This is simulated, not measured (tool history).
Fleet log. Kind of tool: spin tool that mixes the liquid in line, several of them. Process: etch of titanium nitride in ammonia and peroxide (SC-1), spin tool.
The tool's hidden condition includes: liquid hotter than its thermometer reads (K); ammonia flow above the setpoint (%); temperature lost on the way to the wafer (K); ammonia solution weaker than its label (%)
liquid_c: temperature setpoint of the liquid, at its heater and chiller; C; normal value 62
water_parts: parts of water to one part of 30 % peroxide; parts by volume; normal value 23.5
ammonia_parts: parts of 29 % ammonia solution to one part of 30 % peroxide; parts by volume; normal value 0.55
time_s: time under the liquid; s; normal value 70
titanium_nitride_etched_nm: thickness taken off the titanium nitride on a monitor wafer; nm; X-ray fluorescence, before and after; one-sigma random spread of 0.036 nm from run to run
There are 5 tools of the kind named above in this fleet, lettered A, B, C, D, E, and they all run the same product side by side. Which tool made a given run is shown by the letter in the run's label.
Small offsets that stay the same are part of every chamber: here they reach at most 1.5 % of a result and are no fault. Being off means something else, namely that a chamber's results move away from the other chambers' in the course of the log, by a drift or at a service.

run   hour  liquid_c  water_parts  ammonia_parts  time_s  hours since the thermometer was replaced  hours since the ammonia flow meter was replaced  hours since the heated supply line was repaired  hours since the drum of ammonia solution was connected  read-back film thickness of the titanium nitride reference wafer, read on the same gauge (nm)  titanium_nitride_etched_nm
 1E     15        62         23.5           0.55      70                                    1915.1                                           1271.9                                             1122                                                   224.4                                                                                         49.969                      5.0827
      16.7  -- chamber A: heated supply line repaired
      16.7  -- chamber D: new drum of ammonia solution connected
 2B   22.1        62         23.5           0.55      70                                    1963.1                                             36.5                                           2062.3                                                   211.5                                                                                         49.994                      5.2299
 3C   32.4        62         23.5           0.55      70                                    1053.8                                            741.6                                           2026.3                                                    74.5                                                                                         50.014                      5.0206
 4A   44.8        62         23.5           0.55      70                                    1289.7                                           1021.4                                             28.2                                                    73.3                                                                                          50.01                      5.1374
 5D   56.5        62         23.5           0.55      70                                     661.3                                            237.9                                           1811.1                                                    39.9                                                                                          49.99                      5.0429
      63.7  -- chamber C: ammonia flow meter replaced
 6D   64.2        62         23.5           0.55      70                                       669                                            245.6                                           1818.8                                                    47.6                                                                                         50.021                       5.019
 7B   72.5        62         23.5           0.55      70                                    2013.5                                             86.9                                           2112.7                                                   261.9                                                                                         49.996                      5.1432
      78.5  -- chamber B: thermometer replaced
 8C   80.7        62         23.5           0.55      70                                    1102.1                                             17.1                                           2074.6                                                   122.8                                                                                         50.018                       4.988
 9E   88.4        62         23.5           0.55      70                                    1988.5                                           1345.3                                           1195.4                                                   297.8                                                                                             50                       5.063
      96.3  -- chamber E: thermometer replaced
10A  101.5        62         23.5            0.3      35                                    1346.4                                           1078.1                                             84.9                                                     130                                                                                         49.981                      2.2559
11E  114.4        62         23.5            0.3      35                                      18.2                                           1371.3                                           1221.4                                                   323.8                                                                                         50.006                      2.2622
12D  124.7        62         23.5            0.3      35                                     729.5                                            306.1                                           1879.3                                                   108.1                                                                                         49.976                      2.2215
       129  -- chamber A: ammonia flow meter replaced
13C  136.7        62         23.5            0.3      35                                    1158.1                                             73.1                                           2130.6                                                   178.8                                                                                         50.013                      2.2727
14A    144        62         23.5            0.3      35                                    1388.9                                               15                                            127.4                                                   172.5                                                                                         50.001                      2.2779
15B  154.6        62         23.5           0.55      70                                      76.2                                              169                                           2194.8                                                     344                                                                                         49.985                      5.2111
16B    164        62         23.5           0.55      70                                      85.6                                            178.4                                           2204.2                                                   353.4                                                                                         49.988                      5.1144
17D  175.4        62         23.5           0.55      70                                     780.2                                            356.8                                             1930                                                   158.8                                                                                         50.009                      4.9554
18C  185.6        62           30           0.55      70                                      1207                                              122                                           2179.5                                                   227.7                                                                                         50.009                      4.4071
19A  194.2        62           30           0.55      70                                    1439.1                                             65.2                                            177.6                                                   222.7                                                                                             50                      4.5053
20E  204.7        62           30           0.55      70                                     108.5                                           1461.6                                           1311.7                                                   414.1                                                                                         50.008                      4.4271
21D  220.4        62           30           0.55      70                                     825.2                                            401.8                                             1975                                                   203.8                                                                                         49.993                      4.2361
22A  231.8        62           30           0.55      70                                    1476.7                                            102.8                                            215.2                                                   260.3                                                                                         50.005                       4.434
23B  239.8        62         23.5           0.55      70                                     161.4                                            254.2                                             2280                                                   429.2                                                                                         50.006                      5.1659
24C  247.5        62         23.5           0.55      70                                    1268.9                                            183.9                                           2241.4                                                   289.6                                                                                          49.99                       5.023
25E    256        62         23.5           0.65     100                                     159.8                                           1512.9                                             1363                                                   465.4                                                                                         50.012                      7.4081
26A  265.6        62         23.5           0.65     100                                    1510.5                                            136.6                                              249                                                   294.1                                                                                         50.019                      7.4395
     268.6  -- chamber D: new drum of ammonia solution connected
     280.3  -- chamber E: new drum of ammonia solution connected
27C  281.8        62         23.5           0.65     100                                    1303.2                                            218.2                                           2275.7                                                   323.9                                                                                         49.998                       7.535
28E  290.2        62         23.5           0.65     100                                       194                                           1547.1                                           1397.2                                                     9.9                                                                                         49.997                      7.3506
29B    303        62         23.5           0.65     100                                     224.6                                            317.4                                           2343.2                                                   492.4                                                                                          50.02                      7.5838
30D  310.8      57.5         23.5           0.55      55                                     915.6                                            492.2                                           2065.4                                                    42.3                                                                                         49.975                      2.7408
31A  321.5      57.5         23.5           0.55      55                                    1566.4                                            192.5                                            304.9                                                     350                                                                                         49.984                      3.0226
32E  334.1      57.5         23.5           0.55      55                                     237.9                                             1591                                           1441.1                                                    53.8                                                                                         50.025                      2.9667
33D  342.5      57.5         23.5           0.55      55                                     947.3                                            523.9                                           2097.1                                                      74                                                                                         50.022                      2.7342
34B  352.8      57.5         23.5           0.55      55                                     274.4                                            367.2                                             2393                                                   542.2                                                                                         49.987                      3.0083
35C  364.5        62         23.5           0.55      70                                    1385.9                                            300.9                                           2358.4                                                   406.6                                                                                         49.981                      5.0366
36C  375.6        62         23.5           0.55      70                                      1397                                              312                                           2369.5                                                   417.7                                                                                         50.007                      5.0461

One chamber off, gauge drift, or nothing amiss beyond the chambers' own small offsets? If it is a chamber, which one, and what is the likeliest cause?

Chamber D drifts away from the others.
What lies behind it: temperature lost on the way to the wafer (K) = 1.44.
From this log alone, it may not be told apart from: liquid colder than its thermometer reads (K).

Below are 4 candidate recipes for chamber D's next run, each the usual settings with a change, their results shown as question marks. Which of them brings D's results back in line with what the other chambers give on the usual settings?
In line means no further than this from the other chambers' mean on the usual settings: titanium_nitride_etched_nm 0.13 nm
37D-1  387.3      60.5         23.5           0.55      70                                                                                                                                                                                                                                                                                                                              ?
37D-2  387.3        62         23.5            0.7      70                                                                                                                                                                                                                                                                                                                              ?
37D-3  387.3      61.5           24           0.55      70                                                                                                                                                                                                                                                                                                                              ?
37D-4  387.3        62           20            0.6      70                                                                                                                                                                                                                                                                                                                              ?

The other chambers' mean on the usual settings: titanium_nitride_etched_nm 5.0919 nm
  run  titanium_nitride_etched_nm
37D-1                      4.1885
37D-2                      4.8331
37D-3                      4.4211
37D-4                      5.1328
With 37D-4, the chamber falls back in line with the rest.
